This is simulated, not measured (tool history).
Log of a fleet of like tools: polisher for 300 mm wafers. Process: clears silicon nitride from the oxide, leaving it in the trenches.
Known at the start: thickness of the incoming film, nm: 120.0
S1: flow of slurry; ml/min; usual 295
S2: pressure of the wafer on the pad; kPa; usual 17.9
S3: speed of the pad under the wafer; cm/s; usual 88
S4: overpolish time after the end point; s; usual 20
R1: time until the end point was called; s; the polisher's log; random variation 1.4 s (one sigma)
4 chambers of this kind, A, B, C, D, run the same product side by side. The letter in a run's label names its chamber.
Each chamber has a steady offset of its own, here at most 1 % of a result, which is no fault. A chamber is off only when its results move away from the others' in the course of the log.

run	day	S1	S2	S3	S4	R1
# day 0.1: chamber B: worn pad replaced by a new one
1B	0.162	295	17.9	88	20	153.31
2D	0.317	295	17.9	88	20	152.63
3A	0.492	295	17.9	88	20	152.18
4C	0.696	295	17.9	88	20	150.53
5A	0.879	295	17.9	88	20	152.76
6B	1.125	295	17.9	88	20	150.48
7D	1.367	295	14.5	88	20	188.38
8C	1.562	295	14.5	88	20	188.06
9D	1.762	295	14.5	88	20	187.24
10A	1.938	295	14.5	88	20	183.48
11B	2.108	400	17.9	88	30	147.61
12C	2.358	400	17.9	88	30	146.5
# day 2.404: chamber C: worn pad replaced by a new one
13B	2.617	400	17.9	88	30	149.11
# day 2.75: chamber B: head pressure recalibrated
14A	2.75	400	17.9	88	30	146.85
15C	2.871	295	17.9	88	20	149.42
16D	3.054	295	17.9	88	20	155.92
17B	3.221	295	17.9	88	20	155.25
18D	3.488	295	17.9	88	20	158.17
19A	3.65	295	17.9	88	20	151.07
20C	3.871	295	17.9	88	20	150.54
21D	4.096	295	17.9	88	20	160.16
22A	4.346	235	17.9	88	20	155.04
23C	4.471	235	17.9	88	20	155.99
# day 4.638: chamber A: slurry nozzle cleaned
24B	4.725	235	17.9	88	20	156.18
25C	4.929	235	17.9	88	20	154.55
26B	5.162	255	17.9	88	20	153.31
27D	5.417	255	17.9	88	20	167.21
28A	5.567	255	17.9	88	20	153.51
# day 5.646: chamber B: worn pad replaced by a new one
# day 5.688: chamber C: head pressure recalibrated
29D	5.738	255	17.9	88	20	164.8
30B	5.912	295	17.9	88	20	155.46
31A	6.188	295	17.9	88	26	151.3
32C	6.383	295	17.9	88	26	150.82
33D	6.646	295	17.9	88	26	164.84
34A	6.904	295	17.9	88	26	152.5
35B	7.033	295	17.9	88	20	152.98
36C	7.246	295	17.9	88	20	152.46
37A	7.383	295	17.9	88	20	152.15
38C	7.629	295	17.9	88	20	150.93

Is one chamber off against the others, does the gauge drift, or is nothing wrong? If a chamber is off, say which, and what the likeliest cause is.

Chamber D drifts away from the others.
Cause: removal rate lost through wear of the pad, % = 11.4.
The log may not tell that from: head's pressure below its setpoint, %.

Here are 4 candidates for chamber D's next run, each the usual settings with a change, their results left as question marks. Which one brings its results back in line with what the others give on the usual settings?
In line means no further than this from the other chambers' mean on the usual settings: R1 5 s
39D-1	7.825	290	17.9	78	20	?
39D-2	7.825	295	17.2	86	20	?
39D-3	7.825	295	17.9	92	20	?
39D-4	7.825	295	19.3	94	20	?

The other chambers' mean on the usual settings: R1 151.96 s
run	R1
39D-1	196.21
39D-2	184.86
39D-3	166.34
39D-4	151.35
39D-4 brings the chamber back in line.
